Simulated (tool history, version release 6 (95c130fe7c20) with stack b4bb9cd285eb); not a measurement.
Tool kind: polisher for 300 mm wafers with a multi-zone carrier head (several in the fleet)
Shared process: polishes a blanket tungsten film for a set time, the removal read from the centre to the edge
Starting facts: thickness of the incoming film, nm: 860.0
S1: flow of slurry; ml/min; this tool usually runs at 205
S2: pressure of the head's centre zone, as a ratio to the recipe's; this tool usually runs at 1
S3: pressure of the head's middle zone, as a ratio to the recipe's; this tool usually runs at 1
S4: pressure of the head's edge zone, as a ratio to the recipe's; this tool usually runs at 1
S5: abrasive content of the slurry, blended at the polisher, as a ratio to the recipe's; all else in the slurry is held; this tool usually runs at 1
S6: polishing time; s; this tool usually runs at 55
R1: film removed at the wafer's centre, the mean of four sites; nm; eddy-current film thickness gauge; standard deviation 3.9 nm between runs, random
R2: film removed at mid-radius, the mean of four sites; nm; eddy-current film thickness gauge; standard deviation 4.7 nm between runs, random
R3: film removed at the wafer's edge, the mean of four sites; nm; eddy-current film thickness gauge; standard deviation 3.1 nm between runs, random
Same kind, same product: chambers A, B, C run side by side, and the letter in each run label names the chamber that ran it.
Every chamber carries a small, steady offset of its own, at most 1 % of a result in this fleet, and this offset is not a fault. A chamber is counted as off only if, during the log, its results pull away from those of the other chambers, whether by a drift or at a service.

Run 1C, hour 6.7: usual settings. Result: R1 342.49 nm, R2 353.03 nm, R3 342.42 nm.
Run 2A, hour 17: usual settings. Result: R1 339.02 nm, R2 343.32 nm, R3 346.78 nm.
Run 3B, hour 31.8: usual settings. Result: R1 335.14 nm, R2 339.37 nm, R3 338.09 nm.
Run 4A, hour 38.8: usual settings. Result: R1 349.34 nm, R2 342.19 nm, R3 348.39 nm.
Run 5B, hour 46.8: usual settings. Result: R1 336.32 nm, R2 340.72 nm, R3 339.82 nm.
At hour 57.3: chamber B: worn pad replaced by a new one.
At hour 59: chamber C: worn pad replaced by a new one.
Run 6C, hour 59.5: usual settings but S1 150 ml/min. Result: R1 318.26 nm, R2 334.64 nm, R3 329.55 nm.
Run 7C, hour 69.4: usual settings but S1 150 ml/min. Result: R1 322.23 nm, R2 332.78 nm, R3 329.31 nm.
Run 8A, hour 76.3: usual settings but S1 150 ml/min. Result: R1 325.49 nm, R2 314.78 nm, R3 330.39 nm.
Run 9B, hour 84.1: usual settings. Result: R1 340.59 nm, R2 335.14 nm, R3 339.83 nm.
At hour 91.4: chamber B: edge zone pressure recalibrated.
Run 10A, hour 97.8: usual settings. Result: R1 347.09 nm, R2 340.53 nm, R3 342.82 nm.
Run 11B, hour 112.2: usual settings. Result: R1 337.86 nm, R2 340.08 nm, R3 341.34 nm.
At hour 113.2: chamber C: slurry nozzle cleaned.
At hour 122.9: chamber A: worn pad replaced by a new one.
Run 12C, hour 125.8: usual settings. Result: R1 341.8 nm, R2 345.46 nm, R3 345.8 nm.
At hour 135.5: chamber A: centre zone pressure recalibrated.
Run 13B, hour 140.3: usual settings. Result: R1 340.1 nm, R2 338.38 nm, R3 336.02 nm.
Run 14A, hour 154.6: usual settings. Result: R1 296.73 nm, R2 340.56 nm, R3 340.46 nm.
Run 15C, hour 164.7: usual settings. Result: R1 332.2 nm, R2 348.62 nm, R3 333.3 nm.
At hour 176: chamber C: worn pad replaced by a new one.
Run 16B, hour 177.8: usual settings. Result: R1 344.6 nm, R2 334.97 nm, R3 341.22 nm.
At hour 180.6: chamber B: slurry nozzle cleaned.
Run 17A, hour 190.9: usual settings. Result: R1 302.08 nm, R2 343.59 nm, R3 344.49 nm.
At hour 194.8: chamber B: worn pad replaced by a new one.
Run 18C, hour 201.3: usual settings. Result: R1 343.15 nm, R2 344.53 nm, R3 342.19 nm.
Run 19B, hour 211.7: usual settings. Result: R1 341.58 nm, R2 344.81 nm, R3 339.29 nm.
At hour 219.7: chamber C: centre zone pressure recalibrated.
Run 20A, hour 220.9: usual settings but S3 1.06. Result: R1 301.96 nm, R2 356.34 nm, R3 343.89 nm.
Run 21C, hour 228.5: usual settings but S3 1.06. Result: R1 339.71 nm, R2 364.82 nm, R3 339.39 nm.
Run 22C, hour 239.9: usual settings but S3 1.06. Result: R1 341.23 nm, R2 369.6 nm, R3 339.06 nm.
At hour 245.8: chamber A: worn pad replaced by a new one.
Run 23A, hour 247.2: usual settings. Result: R1 301.5 nm, R2 340.6 nm, R3 339.53 nm.
Run 24B, hour 261.5: usual settings. Result: R1 342.19 nm, R2 339.49 nm, R3 341.48 nm.
Run 25B, hour 274.6: usual settings. Result: R1 341.42 nm, R2 332.02 nm, R3 338.87 nm.
Run 26C, hour 282.3: usual settings. Result: R1 340.95 nm, R2 353.74 nm, R3 339.98 nm.
Run 27A, hour 296.4: usual settings. Result: R1 297.73 nm, R2 336.62 nm, R3 342.64 nm.
At hour 300.2: chamber C: worn pad replaced by a new one.
Run 28B, hour 310.1: usual settings. Result: R1 347.75 nm, R2 337.76 nm, R3 337.62 nm.
Run 29C, hour 320.3: usual settings. Result: R1 345.96 nm, R2 350.63 nm, R3 344.12 nm.
Run 30A, hour 329.9: usual settings. Result: R1 298.84 nm, R2 333.05 nm, R3 342.61 nm.
Run 31A, hour 340.1: usual settings. Result: R1 299.18 nm, R2 336.9 nm, R3 343.81 nm.
At hour 345.9: chamber B: worn pad replaced by a new one.
Run 32B, hour 350.1: usual settings. Result: R1 343.1 nm, R2 339.9 nm, R3 345.77 nm.
Run 33C, hour 364.3: usual settings. Result: R1 343.55 nm, R2 342.99 nm, R3 343.57 nm.

One chamber off, gauge drift, or nothing amiss beyond the chambers' own small offsets? If it is a chamber, which one, and what is the likeliest cause?

Chamber A has stood off from the others ever since a service on it.
What lies behind it: centre zone's pressure below its setpoint, % = 11.5.

Here are 4 candidates for chamber A's next run, each the usual settings with a change, their results left as question marks. Which one brings its results back in line with what the others give on the usual settings?
To be in line, a result may differ from the other chambers' mean on the usual settings by at most: R1 14 nm; R2 16 nm; R3 11 nm
Run 34A-1, hour 375.2: usual settings but S1 195 ml/min, S2 0.9, S3 1.01, S4 1.04, S6 54 s. Result: R1 ?, R2 ?, R3 ?.
Run 34A-2, hour 375.2: usual settings but S1 230 ml/min, S2 1.17, S3 0.96, S4 0.87, S6 58 s. Result: R1 ?, R2 ?, R3 ?.
Run 34A-3, hour 375.2: usual settings but S1 215 ml/min, S2 1.1, S3 0.99, S4 0.96, S6 56 s. Result: R1 ?, R2 ?, R3 ?.
Run 34A-4, hour 375.2: usual settings but S1 185 ml/min, S2 0.83, S3 1.02, S4 1.08, S6 54 s. Result: R1 ?, R2 ?, R3 ?.

The mean the other chambers reach with the usual settings: R1 342.54 nm; R2 343.69 nm; R3 341.3 nm
  run      R1      R2      R3
34A-1   261.4  335.31  339.57
34A-2  383.76  351.64  339.46
34A-3  343.11   346.1  341.64
34A-4  236.71   335.6  344.25
It is 34A-3 that realigns the chamber with its peers.

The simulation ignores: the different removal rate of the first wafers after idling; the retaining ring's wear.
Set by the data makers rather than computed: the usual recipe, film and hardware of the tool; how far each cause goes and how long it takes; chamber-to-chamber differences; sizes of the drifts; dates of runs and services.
